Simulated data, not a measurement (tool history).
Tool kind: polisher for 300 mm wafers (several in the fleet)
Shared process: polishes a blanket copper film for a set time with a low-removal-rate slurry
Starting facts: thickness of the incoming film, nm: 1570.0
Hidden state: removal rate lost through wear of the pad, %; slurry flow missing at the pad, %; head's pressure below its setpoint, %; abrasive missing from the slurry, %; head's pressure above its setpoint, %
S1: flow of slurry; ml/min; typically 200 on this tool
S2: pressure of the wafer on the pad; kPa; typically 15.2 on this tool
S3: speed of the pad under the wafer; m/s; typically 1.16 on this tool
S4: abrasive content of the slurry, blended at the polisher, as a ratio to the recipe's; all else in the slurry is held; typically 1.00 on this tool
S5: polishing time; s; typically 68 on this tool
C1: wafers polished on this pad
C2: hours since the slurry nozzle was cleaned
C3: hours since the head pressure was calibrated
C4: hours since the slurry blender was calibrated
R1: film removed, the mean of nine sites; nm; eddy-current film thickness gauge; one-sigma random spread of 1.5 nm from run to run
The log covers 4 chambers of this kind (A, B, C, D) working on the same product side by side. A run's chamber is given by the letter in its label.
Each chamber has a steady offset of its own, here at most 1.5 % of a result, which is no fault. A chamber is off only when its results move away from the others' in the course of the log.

Run 1D, day 0.183: usual settings; C1 508; C2 490.0; C3 558.8; C4 230.9. Result: R1 159.460 nm.
At day 0.233: chamber A: worn pad replaced by a new one.
Run 2C, day 0.371: usual settings; C1 395; C2 133.6; C3 259.4; C4 203.0. Result: R1 158.300 nm.
Run 3B, day 0.592: usual settings; C1 935; C2 210.1; C3 56.6; C4 63.8. Result: R1 154.780 nm.
Run 4A, day 0.846: usual settings; C1 181; C2 405.1; C3 99.0; C4 87.3. Result: R1 158.220 nm.
At day 1.012: chamber D: worn pad replaced by a new one.
Run 5D, day 1.112: usual settings; C1 29; C2 512.3; C3 581.1; C4 253.2. Result: R1 159.090 nm.
At day 1.312: chamber B: worn pad replaced by a new one.
Run 6B, day 1.333: usual settings; C1 6; C2 227.9; C3 74.4; C4 81.6. Result: R1 156.300 nm.
Run 7C, day 1.612: usual settings; C1 762; C2 163.4; C3 289.2; C4 232.8. Result: R1 157.360 nm.
Run 8A, day 1.908: usual settings; C1 495; C2 430.6; C3 124.5; C4 112.8. Result: R1 159.830 nm.
Run 9C, day 2.279: usual settings; C1 959; C2 179.4; C3 305.2; C4 248.8. Result: R1 157.900 nm.
Run 10A, day 2.512: usual settings; C1 673; C2 445.1; C3 139.0; C4 127.3. Result: R1 158.030 nm.
At day 2.692: chamber D: slurry nozzle cleaned.
Run 11D, day 2.738: usual settings but S4 1.25; C1 510; C2 1.1; C3 620.1; C4 292.2. Result: R1 165.270 nm.
At day 2.879: chamber A: worn pad replaced by a new one.
Run 12B, day 3.096: usual settings but S4 1.25; C1 527; C2 270.2; C3 116.7; C4 123.9. Result: R1 163.780 nm.
Run 13C, day 3.425: usual settings but S4 1.25; C1 1298; C2 206.9; C3 332.7; C4 276.3. Result: R1 165.310 nm.
At day 3.621: chamber D: worn pad replaced by a new one.
Run 14D, day 3.829: usual settings but S4 1.25; C1 62; C2 27.3; C3 646.3; C4 318.4. Result: R1 166.580 nm.
Run 15A, day 4.058: usual settings; C1 348; C2 482.2; C3 176.1; C4 164.4. Result: R1 156.450 nm.
At day 4.071: chamber C: worn pad replaced by a new one.
Run 16B, day 4.412: usual settings; C1 916; C2 301.8; C3 148.3; C4 155.5. Result: R1 156.520 nm.
Run 17C, day 4.688: usual settings; C1 182; C2 237.2; C3 363.0; C4 306.6. Result: R1 155.000 nm.
At day 4.992: chamber B: worn pad replaced by a new one.
Run 18B, day 5.071: usual settings; C1 23; C2 317.6; C3 164.1; C4 171.3. Result: R1 153.030 nm.
At day 5.233: chamber A: worn pad replaced by a new one.
Run 19A, day 5.383: usual settings; C1 44; C2 514.0; C3 207.9; C4 196.2. Result: R1 160.610 nm.
Run 20D, day 5.612: usual settings; C1 589; C2 70.1; C3 689.1; C4 361.2. Result: R1 156.120 nm.
At day 5.746: chamber D: worn pad replaced by a new one.
Run 21A, day 5.871: usual settings but S3 0.82 m/s, S5 51 s; C1 188; C2 525.7; C3 219.6; C4 207.9. Result: R1 83.173 nm.
At day 5.879: chamber C: head pressure recalibrated.
Run 22B, day 6.179: usual settings but S3 0.82 m/s, S5 51 s; C1 351; C2 344.2; C3 190.7; C4 197.9. Result: R1 84.072 nm.
Run 23D, day 6.429: usual settings but S3 0.82 m/s, S5 51 s; C1 202; C2 89.7; C3 708.7; C4 380.8. Result: R1 86.849 nm.
Run 24C, day 6.667: usual settings but S3 0.82 m/s, S5 51 s; C1 767; C2 284.7; C3 19.0; C4 354.1. Result: R1 80.573 nm.
Run 25A, day 6.908: usual settings; C1 495; C2 550.6; C3 244.5; C4 232.8. Result: R1 158.320 nm.
Run 26B, day 7.104: usual settings; C1 624; C2 366.4; C3 212.9; C4 220.1. Result: R1 156.140 nm.
Run 27C, day 7.408: usual settings; C1 986; C2 302.5; C3 36.8; C4 371.9. Result: R1 151.180 nm.
At day 7.425: chamber A: worn pad replaced by a new one.
At day 7.433: chamber C: slurry nozzle cleaned.
At day 7.579: chamber A: slurry nozzle cleaned.
Run 28D, day 7.762: usual settings but S3 0.86 m/s; C1 596; C2 121.7; C3 740.7; C4 412.8. Result: R1 118.780 nm.
At day 7.954: chamber D: worn pad replaced by a new one.
Run 29C, day 7.958: usual settings but S3 0.86 m/s; C1 1149; C2 12.7; C3 50.0; C4 385.1. Result: R1 112.840 nm.
At day 8.058: chamber C: worn pad replaced by a new one.
Run 30A, day 8.296: usual settings but S3 0.86 m/s; C1 257; C2 17.3; C3 277.8; C4 266.1. Result: R1 117.520 nm.
Run 31B, day 8.504: usual settings but S3 0.86 m/s; C1 1038; C2 400.0; C3 246.5; C4 253.7. Result: R1 115.780 nm.
Run 32D, day 8.800: usual settings; C1 250; C2 146.6; C3 765.6; C4 437.7. Result: R1 159.840 nm.
Run 33D, day 9.104: usual settings; C1 340; C2 153.9; C3 772.9; C4 445.0. Result: R1 158.460 nm.
At day 9.171: chamber B: worn pad replaced by a new one.
Run 34B, day 9.312: usual settings; C1 42; C2 419.4; C3 265.9; C4 273.1. Result: R1 155.310 nm.
Run 35C, day 9.542: usual settings but S3 0.80 m/s, S4 0.75; C1 438; C2 50.7; C3 88.0; C4 423.1. Result: R1 96.721 nm.
At day 9.850: chamber A: worn pad replaced by a new one.
Run 36A, day 9.888: usual settings but S3 0.80 m/s, S4 0.75; C1 11; C2 55.5; C3 316.0; C4 304.3. Result: R1 100.390 nm.
At day 10.075: chamber D: worn pad replaced by a new one.
Run 37C, day 10.271: usual settings but S3 0.80 m/s, S4 0.75; C1 654; C2 68.2; C3 105.5; C4 440.6. Result: R1 95.939 nm.
Run 38D, day 10.462: usual settings but S3 0.80 m/s, S4 0.75; C1 115; C2 186.5; C3 805.5; C4 477.6. Result: R1 103.780 nm.
Run 39A, day 10.683: usual settings; C1 246; C2 74.6; C3 335.1; C4 323.4. Result: R1 158.680 nm.
Run 40B, day 11.067: usual settings; C1 560; C2 461.5; C3 308.0; C4 315.2. Result: R1 156.620 nm.
Run 41A, day 11.388: usual settings but S2 10.3 kPa; C1 454; C2 91.5; C3 352.0; C4 340.3. Result: R1 107.900 nm.
Run 42C, day 11.642: usual settings but S2 10.3 kPa; C1 1059; C2 101.1; C3 138.4; C4 473.5. Result: R1 101.710 nm.

One chamber off, gauge drift, or nothing amiss beyond the chambers' own small offsets? If it is a chamber, which one, and what is the likeliest cause?

One chamber, C, drifts off from the rest bit by bit.
Likeliest cause: abrasive missing from the slurry, % = 35.3.

Below are 4 candidate recipes for chamber C's next run, each the usual settings with a change, their results shown as question marks. Which of them brings C's results back in line with what the other chambers give on the usual settings?
In line here means within this much of the mean the other chambers give on the usual settings: R1 5.100 nm
Run 43C-1, day 11.933: usual settings but S3 1.26 m/s. Result: R1 ?.
Run 43C-2, day 11.933: usual settings but S2 13.8 kPa, S3 1.06 m/s. Result: R1 ?.
Run 43C-3, day 11.933: usual settings but S1 205 ml/min, S3 1.36 m/s, S4 1.05. Result: R1 ?.
Run 43C-4, day 11.933: usual settings but S2 14.5 kPa, S5 65 s. Result: R1 ?.

Usual-settings mean across the other chambers: R1 157.900 nm
  run       R1
43C-1  157.630
43C-2  120.580
43C-3  172.460
43C-4  132.430
It is 43C-1 that realigns the chamber with its peers.
